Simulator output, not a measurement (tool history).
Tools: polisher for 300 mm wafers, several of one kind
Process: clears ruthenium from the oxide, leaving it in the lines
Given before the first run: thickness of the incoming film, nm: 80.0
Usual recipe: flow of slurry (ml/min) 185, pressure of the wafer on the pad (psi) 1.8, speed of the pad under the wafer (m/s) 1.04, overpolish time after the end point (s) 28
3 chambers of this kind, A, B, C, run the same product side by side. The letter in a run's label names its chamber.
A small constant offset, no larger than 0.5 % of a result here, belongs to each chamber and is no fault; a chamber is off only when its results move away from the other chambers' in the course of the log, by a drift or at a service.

| run | hour | flow of slurry (ml/min) | pressure of the wafer on the pad (psi) | speed of the pad under the wafer (m/s) | overpolish time after the end point (s) | wafers polished on this pad | hours since the slurry nozzle was cleaned | hours since the head pressure was calibrated | time until the end point was called (s) |
|---|---|---|---|---|---|---|---|---|---|
| 1B | 3.9 | 185 | 1.8 | 1.04 | 28 | 645 | 117.2 | 526.5 | 74.634 |
| 2A | 7.6 | 185 | 1.8 | 1.04 | 28 | 656 | 122.3 | 540.3 | 74.495 |
| 3C | 10.8 | 185 | 1.8 | 1.04 | 28 | 1038 | 156.8 | 317.8 | 74.648 |
| 4A | 12.8 | 185 | 1.8 | 1.04 | 28 | 699 | 127.5 | 545.5 | 74.285 |
| 5C | 16.6 | 185 | 1.8 | 1.04 | 28 | 1086 | 162.6 | 323.6 | 75.203 |
| 6B | 19.8 | 185 | 1.8 | 1.04 | 28 | 777 | 133.1 | 542.4 | 73.035 |
| 7C | 23.3 | 185 | 1.8 | 1.04 | 28 | 1141 | 169.3 | 330.3 | 74.567 |
| 8B | 27.3 | 185 | 1.8 | 1.04 | 28 | 839 | 140.6 | 549.9 | 74.35 |
| 9A | 31 | 185 | 1.8 | 1.04 | 28 | 850 | 145.7 | 563.7 | 74.605 |
| 10C | 34.4 | 185 | 1.8 | 1.04 | 28 | 1233 | 180.4 | 341.4 | 74.294 |
| 11A | 38.1 | 185 | 1.8 | 1.04 | 28 | 909 | 152.8 | 570.8 | 75.29 |
|  | 40.2 | chamber B: worn pad replaced by a new one |
| 12B | 42.5 | 185 | 1.8 | 1.04 | 28 | 19 | 155.8 | 565.1 | 74.438 |
| 13B | 47 | 185 | 1.8 | 1.04 | 28 | 56 | 160.3 | 569.6 | 73.789 |
|  | 47.7 | chamber A: worn pad replaced by a new one |
|  | 49.3 | chamber C: worn pad replaced by a new one |
| 14A | 51.4 | 185 | 1.8 | 1.22 | 28 | 30 | 166.1 | 584.1 | 63.469 |
| 15C | 54.8 | 185 | 1.8 | 1.22 | 28 | 46 | 200.8 | 361.8 | 64.301 |
| 16B | 57.6 | 185 | 1.8 | 1.22 | 28 | 144 | 170.9 | 580.2 | 63.391 |
| 17A | 60.2 | 185 | 1.8 | 1.04 | 28 | 103 | 174.9 | 592.9 | 74.857 |
| 18C | 64.6 | 185 | 1.8 | 1.04 | 28 | 127 | 210.6 | 371.6 | 74.013 |
| 19B | 68.4 | 185 | 1.8 | 1.04 | 28 | 233 | 181.7 | 591 | 74.256 |
| 20C | 70.5 | 185 | 1.8 | 1.04 | 28 | 176 | 216.5 | 377.5 | 74.737 |
| 21A | 73.1 | 210 | 1.8 | 1.04 | 18 | 210 | 187.8 | 605.8 | 73.649 |
| 22B | 75.5 | 210 | 1.8 | 1.04 | 18 | 292 | 188.8 | 598.1 | 72.944 |
| 23C | 77.6 | 210 | 1.8 | 1.04 | 18 | 235 | 223.6 | 384.6 | 73.491 |
| 24A | 80.7 | 185 | 1.8 | 1.04 | 28 | 273 | 195.4 | 613.4 | 75.536 |
| 25B | 83.8 | 185 | 1.8 | 1.04 | 15 | 361 | 197.1 | 606.4 | 75.114 |
|  | 84.7 | chamber C: head pressure recalibrated |
| 26C | 87.5 | 185 | 1.8 | 1.04 | 15 | 317 | 233.5 | 2.8 | 74.824 |
| 27A | 90.9 | 185 | 1.8 | 1.04 | 15 | 358 | 205.6 | 623.6 | 73.529 |
| 28B | 93.8 | 185 | 1.8 | 1.04 | 28 | 444 | 207.1 | 616.4 | 73.566 |
| 29A | 97.4 | 185 | 1.3 | 0.92 | 28 | 412 | 212.1 | 630.1 | 119.13 |

Read the log: is a single chamber off, either drifting away or since a service, is the gauge that measures every chamber drifting, or is nothing wrong beyond small per-chamber offsets? Name any odd chamber and what most likely caused it.

No chamber stands off beyond its own small offset, and the gauge holds steady.

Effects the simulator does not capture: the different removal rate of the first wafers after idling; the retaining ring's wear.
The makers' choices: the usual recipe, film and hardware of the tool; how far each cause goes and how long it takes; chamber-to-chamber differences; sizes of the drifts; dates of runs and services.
